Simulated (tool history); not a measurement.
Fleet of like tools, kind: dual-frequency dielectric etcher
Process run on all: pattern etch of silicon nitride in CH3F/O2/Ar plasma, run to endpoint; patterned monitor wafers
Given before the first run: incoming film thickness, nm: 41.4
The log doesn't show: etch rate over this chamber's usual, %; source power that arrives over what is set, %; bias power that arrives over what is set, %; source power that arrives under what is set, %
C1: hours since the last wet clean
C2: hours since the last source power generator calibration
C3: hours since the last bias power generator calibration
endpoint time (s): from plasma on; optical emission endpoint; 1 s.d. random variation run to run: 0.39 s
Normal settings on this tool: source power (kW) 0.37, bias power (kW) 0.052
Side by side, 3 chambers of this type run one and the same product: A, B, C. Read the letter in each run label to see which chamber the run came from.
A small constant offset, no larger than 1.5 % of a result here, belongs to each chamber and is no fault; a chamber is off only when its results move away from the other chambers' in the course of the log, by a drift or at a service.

At hour 5: chamber C: bias power generator calibrated.
Run 1A, hour 7.1: usual settings; C1 318.7; C2 3542.7; C3 371.4. Result: endpoint time (s) 68.11.
Run 2C, hour 10.9: usual settings; C1 333.6; C2 3538; C3 6. Result: endpoint time (s) 68.652.
Run 3B, hour 17.8: usual settings; C1 538.9; C2 1381.4; C3 495.1. Result: endpoint time (s) 68.628.
Run 4A, hour 24.6: usual settings; C1 336.2; C2 3560.2; C3 388.9. Result: endpoint time (s) 68.358.
Run 5B, hour 30.6: usual settings; C1 551.7; C2 1394.2; C3 507.9. Result: endpoint time (s) 68.792.
Run 6C, hour 37.3: usual settings; C1 360; C2 3564.4; C3 32.4. Result: endpoint time (s) 67.896.
Run 7A, hour 41.9: usual settings but source power (kW) 0.41, bias power (kW) 0.044; C1 353.5; C2 3577.5; C3 406.2. Result: endpoint time (s) 68.872.
Run 8B, hour 48.2: usual settings but source power (kW) 0.41, bias power (kW) 0.044; C1 569.3; C2 1411.8; C3 525.5. Result: endpoint time (s) 69.302.
Run 9C, hour 54.7: usual settings but source power (kW) 0.41, bias power (kW) 0.044; C1 377.4; C2 3581.8; C3 49.8. Result: endpoint time (s) 69.173.
Run 10A, hour 60.7: usual settings; C1 372.3; C2 3596.3; C3 425. Result: endpoint time (s) 68.42.
Run 11B, hour 65.3: usual settings; C1 586.4; C2 1428.9; C3 542.6. Result: endpoint time (s) 68.821.
At hour 66.9: chamber B: wet clean of the chamber.
Run 12C, hour 69.7: usual settings; C1 392.4; C2 3596.8; C3 64.8. Result: endpoint time (s) 67.964.
Run 13A, hour 73.3: usual settings; C1 384.9; C2 3608.9; C3 437.6. Result: endpoint time (s) 67.691.
Run 14B, hour 78.9: usual settings; C1 12.1; C2 1442.5; C3 556.2. Result: endpoint time (s) 69.043.
Run 15C, hour 86.4: usual settings; C1 409.1; C2 3613.5; C3 81.5. Result: endpoint time (s) 67.687.
Run 16B, hour 93.3: usual settings but source power (kW) 0.29; C1 26.5; C2 1456.9; C3 570.6. Result: endpoint time (s) 75.17.
Run 17A, hour 100.5: usual settings but source power (kW) 0.29; C1 412.1; C2 3636.1; C3 464.8. Result: endpoint time (s) 75.213.
Run 18C, hour 104.4: usual settings but source power (kW) 0.29; C1 427.1; C2 3631.5; C3 99.5. Result: endpoint time (s) 74.563.
Run 19C, hour 109.9: usual settings; C1 432.6; C2 3637; C3 105. Result: endpoint time (s) 67.414.
Run 20B, hour 116.2: usual settings; C1 49.4; C2 1479.8; C3 593.5. Result: endpoint time (s) 69.195.
Run 21A, hour 122.8: usual settings; C1 434.4; C2 3658.4; C3 487.1. Result: endpoint time (s) 68.411.
Run 22B, hour 129.3: usual settings; C1 62.5; C2 1492.9; C3 606.6. Result: endpoint time (s) 68.754.
Run 23C, hour 134.1: usual settings; C1 456.8; C2 3661.2; C3 129.2. Result: endpoint time (s) 68.05.
Run 24A, hour 139.3: usual settings; C1 450.9; C2 3674.9; C3 503.6. Result: endpoint time (s) 68.441.
Run 25C, hour 143: usual settings; C1 465.7; C2 3670.1; C3 138.1. Result: endpoint time (s) 68.4.
Run 26B, hour 148.2: usual settings; C1 81.4; C2 1511.8; C3 625.5. Result: endpoint time (s) 68.724.
Run 27A, hour 155.1: usual settings; C1 466.7; C2 3690.7; C3 519.4. Result: endpoint time (s) 68.153.
Run 28A, hour 162.7: usual settings; C1 474.3; C2 3698.3; C3 527. Result: endpoint time (s) 67.885.
Run 29C, hour 170.4: usual settings; C1 493.1; C2 3697.5; C3 165.5. Result: endpoint time (s) 68.329.
Run 30B, hour 174.3: usual settings; C1 107.5; C2 1537.9; C3 651.6. Result: endpoint time (s) 68.532.
Run 31C, hour 179.1: usual settings; C1 501.8; C2 3706.2; C3 174.2. Result: endpoint time (s) 67.556.
Run 32A, hour 186.4: usual settings; C1 498; C2 3722; C3 550.7. Result: endpoint time (s) 68.486.
Run 33B, hour 194: usual settings but bias power (kW) 0.059; C1 127.2; C2 1557.6; C3 671.3. Result: endpoint time (s) 66.015.
Run 34C, hour 198.3: usual settings but bias power (kW) 0.059; C1 521; C2 3725.4; C3 193.4. Result: endpoint time (s) 65.109.
Run 35B, hour 204.3: usual settings but bias power (kW) 0.059; C1 137.5; C2 1567.9; C3 681.6. Result: endpoint time (s) 66.316.
Run 36A, hour 211: usual settings; C1 522.6; C2 3746.6; C3 575.3. Result: endpoint time (s) 67.7.
Run 37C, hour 214.4: usual settings; C1 537.1; C2 3741.5; C3 209.5. Result: endpoint time (s) 67.869.
Run 38B, hour 220.4: usual settings but bias power (kW) 0.048; C1 153.6; C2 1584; C3 697.7. Result: endpoint time (s) 70.173.
Run 39A, hour 225.4: usual settings but bias power (kW) 0.048; C1 537; C2 3761; C3 589.7. Result: endpoint time (s) 70.75.

Predict what each chamber gives when all 3 of them run the settings below next.
Run 40A, hour 230.9: usual settings. Result: endpoint time (s) ?.
Run 40B, hour 230.9: usual settings. Result: endpoint time (s) ?.
Run 40C, hour 230.9: usual settings. Result: endpoint time (s) ?.

run  endpoint time (s)
40A             68.209
40B             69.439
40C             67.912
